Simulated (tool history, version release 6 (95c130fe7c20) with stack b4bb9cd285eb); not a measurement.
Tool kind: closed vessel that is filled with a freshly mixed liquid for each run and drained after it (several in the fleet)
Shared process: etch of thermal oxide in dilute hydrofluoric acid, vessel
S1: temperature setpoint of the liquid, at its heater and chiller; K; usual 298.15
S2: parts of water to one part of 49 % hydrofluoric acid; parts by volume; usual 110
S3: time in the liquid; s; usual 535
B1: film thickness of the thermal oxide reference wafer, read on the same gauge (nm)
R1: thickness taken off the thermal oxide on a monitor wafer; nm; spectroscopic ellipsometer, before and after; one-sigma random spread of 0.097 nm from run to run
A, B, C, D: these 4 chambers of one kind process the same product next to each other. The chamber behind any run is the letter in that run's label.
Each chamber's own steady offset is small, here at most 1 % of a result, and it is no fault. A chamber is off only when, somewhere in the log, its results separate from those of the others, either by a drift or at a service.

run   hour      S1   S2   S3      B1      R1
       3.6  -- chamber A: thermometer replaced
 1C    7.8  298.15  110  535  90.013  23.421
 2A     18  298.15  110  535  89.976  23.132
 3B   24.7  298.15  110  535  89.951  23.239
 4D   32.7  298.15  110  535  90.028  23.442
 5B   37.9  298.15  110  810  90.018  35.258
 6D   48.3  298.15  110  810  89.976  35.368
 7A   55.8  298.15  110  810   90.01  35.076
 8C   61.8  298.15  110  810  89.958   35.45
 9D   70.5  298.15  110  535  90.015  23.112
10A   76.9  298.15  110  535  90.044  23.161
11B   83.9  302.15  110  535  89.993  27.243
12C   89.4  302.15  110  535  89.974   27.04
13A   99.6  302.15  110  535  90.011  26.993
14D  106.8  302.15  110  535  90.023  27.277
15C  116.8  298.15  110  535  90.024  23.252
16B  126.8  298.15  110  535   89.96  22.953
17C    134  298.15  110  535  89.986   23.34
18D  144.5  298.15  110  535  90.026  23.364
     152.9  -- chamber B: thermometer replaced
19A  154.2  298.15  110  535  90.039   23.38
20B    164  298.15  110  535  89.979  22.702
21D  173.6  298.15  110  535  90.073  23.262
22A  182.8  298.15  110  535  89.974  23.167
23C  191.6  298.15  110  535  90.021  23.437
24B  199.9  298.15  110  535  90.039   22.47
25C  209.1  298.15  110  535  89.974  23.368
26A  214.7  298.15  110  535  90.027  23.197

Does one chamber stand apart from the rest, does the shared gauge drift, or is all well apart from small per-chamber offsets? Give the chamber and the most likely cause, where there is one.

Chamber B drifts away from the others.
Likeliest cause: hydrofluoric acid flow below the setpoint (%) = 3.57.

Which of the 4 candidates below, each the usual settings with something changed and its results left as question marks, puts chamber B back in line with what the other chambers give on the usual settings?
In line here means within this much of the mean the other chambers give on the usual settings: R1 0.34 nm
27B-1  222.3  298.15  110  560       ?
27B-2  222.3  298.15  110  510       ?
27B-3  222.3  298.15  110  585       ?
27B-4  222.3  298.15  110  490       ?

Mean of the other chambers on the usual settings: R1 23.294 nm
  run      R1
27B-1  23.388
27B-2  21.299
27B-3  24.432
27B-4  20.464
27B-1 is the one that brings the chamber's results back in line with the other chambers.

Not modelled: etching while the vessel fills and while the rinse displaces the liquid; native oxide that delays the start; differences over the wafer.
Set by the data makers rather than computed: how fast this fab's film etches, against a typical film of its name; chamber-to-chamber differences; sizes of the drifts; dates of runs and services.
